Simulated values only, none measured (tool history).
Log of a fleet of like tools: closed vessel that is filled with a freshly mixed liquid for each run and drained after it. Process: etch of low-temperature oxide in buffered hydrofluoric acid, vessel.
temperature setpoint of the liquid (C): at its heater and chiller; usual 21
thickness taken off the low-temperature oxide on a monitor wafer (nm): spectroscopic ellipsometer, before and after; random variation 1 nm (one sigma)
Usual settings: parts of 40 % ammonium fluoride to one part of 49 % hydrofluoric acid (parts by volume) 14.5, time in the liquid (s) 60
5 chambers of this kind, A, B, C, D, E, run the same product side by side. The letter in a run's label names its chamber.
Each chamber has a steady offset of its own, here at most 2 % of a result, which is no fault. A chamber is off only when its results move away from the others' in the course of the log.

run    day  temperature setpoint of the liquid (C)  parts of 40 % ammonium fluoride to one part of 49 % hydrofluoric acid (parts by volume)  time in the liquid (s)  read-back film thickness of the low-temperature oxide reference wafer, read on the same gauge (nm)  thickness taken off the low-temperature oxide on a monitor wafer (nm)
 1C  0.108                                      21                                                                                     14.5                      60                                                                                              89.995                                                                 124.49
 2B  0.217                                      21                                                                                     14.5                      60                                                                                              89.972                                                                 125.86
 3A  0.392                                      21                                                                                     14.5                      60                                                                                              89.996                                                                 127.46
 4D  0.521                                      21                                                                                     14.5                      60                                                                                              90.003                                                                 124.99
     0.558  -- chamber C: thermometer replaced
 5E  0.621                                      21                                                                                     14.5                      60                                                                                              90.013                                                                 124.41
 6D  0.779                                      21                                                                                     14.5                      60                                                                                              90.008                                                                 123.01
 7C  0.971                                      21                                                                                     14.5                      60                                                                                              89.992                                                                 123.66
 8A  1.138                                      21                                                                                     14.5                      60                                                                                              89.988                                                                 127.77
 9B  1.317                                      25                                                                                       18                      60                                                                                              89.988                                                                 124.97
10E  1.421                                      25                                                                                       18                      60                                                                                               89.98                                                                 125.41
11D  1.583                                      25                                                                                       18                      60                                                                                              89.984                                                                 126.42
12C  1.692                                      25                                                                                       18                      60                                                                                              89.974                                                                 126.57
     1.792  -- chamber A: hydrofluoric acid flow meter replaced
13A  1.854                                      25                                                                                       18                      60                                                                                              90.033                                                                 129.44
14B      2                                      21                                                                                       11                      60                                                                                              89.988                                                                 163.86
15E  2.088                                      21                                                                                       11                      60                                                                                              89.992                                                                 160.83
16D  2.267                                      21                                                                                       11                      60                                                                                              90.013                                                                 161.98
17A  2.417                                      21                                                                                       11                      60                                                                                              90.037                                                                 171.39
18E  2.575                                      21                                                                                       11                      60                                                                                              90.016                                                                 162.04
19B  2.712                                      17                                                                                     14.5                      60                                                                                              89.995                                                                    101
20C  2.888                                      17                                                                                     14.5                      60                                                                                              90.003                                                                 99.776
21A  3.042                                      17                                                                                     14.5                      60                                                                                              90.015                                                                 108.04
22C  3.154                                      17                                                                                     14.5                      60                                                                                              89.991                                                                 99.137
23B    3.3                                      17                                                                                     14.5                      60                                                                                              89.982                                                                 98.396
24D  3.458                                      21                                                                                     14.5                      60                                                                                              90.003                                                                 123.49
25E  3.592                                      21                                                                                     14.5                      60                                                                                              90.008                                                                 125.02
26E  3.762                                      21                                                                                     14.5                      60                                                                                              90.001                                                                 125.51
27C   3.85                                      21                                                                                     14.5                      60                                                                                              90.008                                                                 125.34
28A  3.962                                      21                                                                                     14.5                      60                                                                                              89.972                                                                 134.78
29D  4.117                                      21                                                                                     14.5                      60                                                                                              89.992                                                                 122.88
30B  4.208                                      21                                                                                     14.5                      60                                                                                              89.968                                                                 124.05
31A  4.354                                      21                                                                                     14.5                      60                                                                                              90.015                                                                 135.91
32C  4.517                                      21                                                                                     14.5                      60                                                                                               89.98                                                                 126.06
33E  4.604                                      21                                                                                     14.5                      60                                                                                              89.974                                                                 125.66
34D  4.729                                      21                                                                                     14.5                      60                                                                                              90.007                                                                 123.79
35B  4.908                                      21                                                                                     14.5                      35                                                                                               89.97                                                                 72.991
36B  5.067                                      21                                                                                     14.5                      35                                                                                              90.007                                                                  73.39
37E  5.221                                      21                                                                                     14.5                      35                                                                                              89.991                                                                 71.464
38D  5.321                                      21                                                                                     14.5                      35                                                                                              90.004                                                                 72.005
39C  5.462                                      21                                                                                     14.5                      35                                                                                              90.008                                                                 72.918
40A  5.646                                      21                                                                                     14.5                      60                                                                                              89.999                                                                 137.79
41C  5.779                                      21                                                                                     14.5                      60                                                                                              90.034                                                                 126.64

Next, every chamber runs the same settings. What will each give?
42A  5.921                                    24.5                                                                                     14.5                      60                                                                                                                                                                          ?
42B  5.921                                    24.5                                                                                     14.5                      60                                                                                                                                                                          ?
42C  5.921                                    24.5                                                                                     14.5                      60                                                                                                                                                                          ?
42D  5.921                                    24.5                                                                                     14.5                      60                                                                                                                                                                          ?
42E  5.921                                    24.5                                                                                     14.5                      60                                                                                                                                                                          ?

run  thickness taken off the low-temperature oxide on a monitor wafer (nm)
42A                                                                  167.1
42B                                                                 154.71
42C                                                                 154.66
42D                                                                 149.88
42E                                                                  150.6

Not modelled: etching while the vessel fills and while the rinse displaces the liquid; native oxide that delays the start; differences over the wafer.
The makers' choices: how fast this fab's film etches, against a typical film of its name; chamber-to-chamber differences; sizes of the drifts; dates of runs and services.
